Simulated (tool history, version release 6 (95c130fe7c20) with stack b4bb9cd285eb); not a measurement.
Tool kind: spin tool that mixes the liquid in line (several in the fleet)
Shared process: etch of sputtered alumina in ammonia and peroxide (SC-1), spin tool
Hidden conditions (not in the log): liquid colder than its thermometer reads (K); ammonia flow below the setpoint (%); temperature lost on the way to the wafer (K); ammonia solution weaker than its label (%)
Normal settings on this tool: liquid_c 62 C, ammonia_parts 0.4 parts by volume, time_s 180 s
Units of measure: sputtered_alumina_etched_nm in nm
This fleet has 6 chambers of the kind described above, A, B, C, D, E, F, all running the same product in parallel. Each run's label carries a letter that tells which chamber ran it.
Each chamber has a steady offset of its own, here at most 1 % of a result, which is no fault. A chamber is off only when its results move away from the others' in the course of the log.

run,hour,liquid_c,ammonia_parts,time_s,hours since the thermometer was replaced,hours since the ammonia flow meter was replaced,hours since the heated supply line was repaired,hours since the drum of ammonia solution was connected,"read-back film thickness of the sputtered alumina reference wafer, read on the same gauge (nm)",sputtered_alumina_etched_nm
1F,6.7,62,0.4,180,289.5,660.2,630.8,146.5,80.002,18.558
2E,16.8,62,0.4,180,600.3,1496.7,1063.6,830.8,80.034,18.135
3D,26.6,62,0.4,180,2155.2,359.3,102.6,62,80,18.371
4C,34.7,62,0.4,180,168,168.1,292.4,99.2,80.005,18.328
5A,40.6,62,0.4,180,1312.7,904.1,1354,135,79.993,18.173
6B,48.8,62,0.4,180,858.2,997.1,1674.8,520.7,79.997,18.348
# hour 52.2: chamber B: new drum of ammonia solution connected
7E,53.6,62,0.4,180,637.1,1533.5,1100.4,867.6,80.017,17.987
8C,63.4,62,0.4,180,196.7,196.8,321.1,127.9,80.024,18.171
9B,71.1,62,0.4,180,880.5,1019.4,1697.1,19,80.012,18.538
10A,76.1,62,0.4,180,1348.2,939.6,1389.5,170.5,79.979,18.247
# hour 76.7: chamber E: thermometer replaced
11F,83,62,0.45,180,365.8,736.5,707.1,222.8,80.017,18.4
12D,88.9,62,0.45,180,2217.5,421.6,164.9,124.3,80.018,18.752
13B,98.4,62,0.45,180,907.8,1046.7,1724.4,46.3,80.015,18.591
14A,106.2,62,0.45,180,1378.3,969.7,1419.6,200.6,79.984,18.297
15E,115.5,62,0.45,180,38.9,1595.4,1162.3,929.5,79.993,18.34
16F,120.5,62,0.45,180,403.3,774,744.6,260.3,79.963,18.662
17C,128.3,62,0.4,180,261.6,261.7,386,192.8,80.003,18.372
18D,133.5,62,0.4,180,2262.1,466.2,209.5,168.9,80.013,18.365
19C,138.5,62,0.4,180,271.8,271.9,396.2,203,79.96,18.194
20D,149.2,62,0.4,180,2277.8,481.9,225.2,184.6,79.98,18.167
21E,154.1,62,0.4,180,77.5,1634,1200.9,968.1,80.044,18.248
22A,159,62,0.4,180,1431.1,1022.5,1472.4,253.4,80.001,18.295
23B,165,62,0.4,180,974.4,1113.3,1791,112.9,80.005,18.218
# hour 166.2: chamber B: ammonia flow meter replaced
24F,173.5,62,0.4,180,456.3,827,797.6,313.3,79.983,17.963
25A,182,62,0.4,180,1454.1,1045.5,1495.4,276.4,79.99,18.066
# hour 187.9: chamber A: new drum of ammonia solution connected
26C,191.1,62,0.4,180,324.4,324.5,448.8,255.6,79.967,18.348
27D,195.9,62,0.4,180,2324.5,528.6,271.9,231.3,80.003,18.118
# hour 205.7: chamber A: thermometer replaced
28E,205.7,62,0.25,180,129.1,1685.6,1252.5,1019.7,79.977,17.441
29F,215.2,62,0.25,180,498,868.7,839.3,355,80.028,17.209
# hour 215.7: chamber A: ammonia flow meter replaced
30B,221,62,0.25,180,1030.4,54.9,1847,168.9,79.978,17.357
31A,230.9,62,0.25,180,25.3,15.2,1544.3,43.1,80.014,17.415
32B,236.5,62,0.25,180,1045.9,70.4,1862.5,184.4,80,17.469
33C,247.1,62,0.25,180,380.4,380.5,504.8,311.6,80.006,17.663
34F,255.4,62,0.4,180,538.2,908.9,879.5,395.2,79.997,17.661
# hour 264: chamber E: new drum of ammonia solution connected
35E,264.8,62,0.4,180,188.2,1744.7,1311.6,0.9,80.031,18.184
36D,271.7,62,0.4,180,2400.3,604.4,347.7,307.1,80.009,18.229
37F,277.2,62,0.4,180,560,930.7,901.3,417,80.02,17.489
38B,285.5,62,0.4,180,1094.9,119.4,1911.5,233.4,79.994,18.321
39C,292.2,62,0.4,180,425.5,425.6,549.9,356.7,79.991,18.308
40D,300.1,62,0.4,180,2428.7,632.8,376.1,335.5,80.019,18.22

Read the log: is a single chamber off, either drifting away or since a service, is the gauge that measures every chamber drifting, or is nothing wrong beyond small per-chamber offsets? Name any odd chamber and what most likely caused it.

Chamber F drifts away from the others.
Cause: temperature lost on the way to the wafer (K) = 1.01.
The log may not separate it from: liquid colder than its thermometer reads (K).

Here are 4 candidates for chamber F's next run, each the usual settings with a change, their results left as question marks. Which one brings its results back in line with what the others give on the usual settings?
Allowed miss from the other chambers' usual-settings mean, per result, to count as in line: sputtered_alumina_etched_nm 0.38 nm
41F-1,307.8,62,0.4,165,,,,,,?
41F-2,307.8,62.5,0.4,185,,,,,,?
41F-3,307.8,61.5,0.4,175,,,,,,?
41F-4,307.8,62.5,0.4,190,,,,,,?

The other chambers' mean on the usual settings: sputtered_alumina_etched_nm 18.239 nm
run,sputtered_alumina_etched_nm
41F-1,15.937
41F-2,18.33
41F-3,16.477
41F-4,18.825
The answer is 41F-2, which returns the chamber to within the allowed miss of the others.
